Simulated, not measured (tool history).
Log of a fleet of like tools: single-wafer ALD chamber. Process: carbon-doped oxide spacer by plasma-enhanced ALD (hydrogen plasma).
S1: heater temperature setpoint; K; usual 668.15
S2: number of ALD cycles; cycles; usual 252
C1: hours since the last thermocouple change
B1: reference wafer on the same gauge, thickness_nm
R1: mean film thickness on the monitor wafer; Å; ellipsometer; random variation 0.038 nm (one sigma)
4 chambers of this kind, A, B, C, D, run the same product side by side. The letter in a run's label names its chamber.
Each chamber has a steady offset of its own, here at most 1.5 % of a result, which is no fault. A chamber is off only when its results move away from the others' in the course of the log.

run	hour	S1	S2	C1	B1	R1
1D	4.3	668.15	252	1910.8	14.799	125.86
2A	9.9	668.15	252	1027.6	14.799	127.16
3B	13.6	668.15	252	482.1	14.805	126.28
4C	16.9	668.15	252	407.2	14.792	125.95
5B	20.8	668.15	252	489.3	14.801	126.97
6A	24.7	668.15	252	1042.4	14.800	127.42
7C	28.0	668.15	252	418.3	14.804	126.26
8D	33.6	655.15	294	1940.1	14.797	147.27
9B	39.4	655.15	294	507.9	14.801	147.43
10D	45.7	655.15	294	1952.2	14.799	148.56
11A	52.1	655.15	294	1069.8	14.801	148.46
12C	57.5	675.15	252	447.8	14.793	125.17
13A	62.3	675.15	252	1080.0	14.792	126.45
14D	68.0	675.15	252	1974.5	14.791	123.84
15B	72.8	675.15	252	541.3	14.801	126.06
16C	78.6	668.15	252	468.9	14.791	126.97
17B	82.3	668.15	252	550.8	14.798	125.89
18D	86.1	668.15	252	1992.6	14.816	126.06
19C	90.6	662.15	216	480.9	14.807	108.41
20A	96.2	662.15	216	1113.9	14.803	109.24
21D	99.4	662.15	216	2005.9	14.801	108.28
22B	103.5	662.15	216	572.0	14.796	108.27
23A	107.3	668.15	252	1125.0	14.795	127.32
# hour 111.4: chamber A: thermocouple changed; heater temperature recalibrated
24C	112.8	668.15	224	503.1	14.793	112.13
25D	117.5	668.15	224	2024.0	14.790	111.61
26B	123.9	668.15	224	592.4	14.800	112.29
27A	128.8	668.15	224	17.4	14.803	113.18
28C	132.3	668.15	252	522.6	14.787	126.92
29A	137.0	668.15	252	25.6	14.807	127.37
30B	141.6	668.15	252	610.1	14.801	126.55
31D	145.1	668.15	252	2051.6	14.799	126.80
32C	148.3	664.15	212	538.6	14.802	106.33
33A	153.6	664.15	212	42.2	14.798	106.89
34C	158.5	664.15	212	548.8	14.793	107.12
35B	161.4	664.15	212	629.9	14.805	106.04
36D	166.2	676.15	252	2072.7	14.809	123.26
37C	169.7	676.15	252	560.0	14.790	123.35
38D	172.8	676.15	252	2079.3	14.798	123.37
39A	175.9	676.15	252	64.5	14.810	126.82
40B	182.3	668.15	252	650.8	14.799	127.40
41A	188.3	668.15	252	76.9	14.799	127.45

All 4 chambers run these settings next. Forecast each chamber's results:
42A	192.9	673.15	252			?
42B	192.9	673.15	252			?
42C	192.9	673.15	252			?
42D	192.9	673.15	252			?

run	R1
42A	127.08
42B	126.47
42C	124.89
42D	124.05
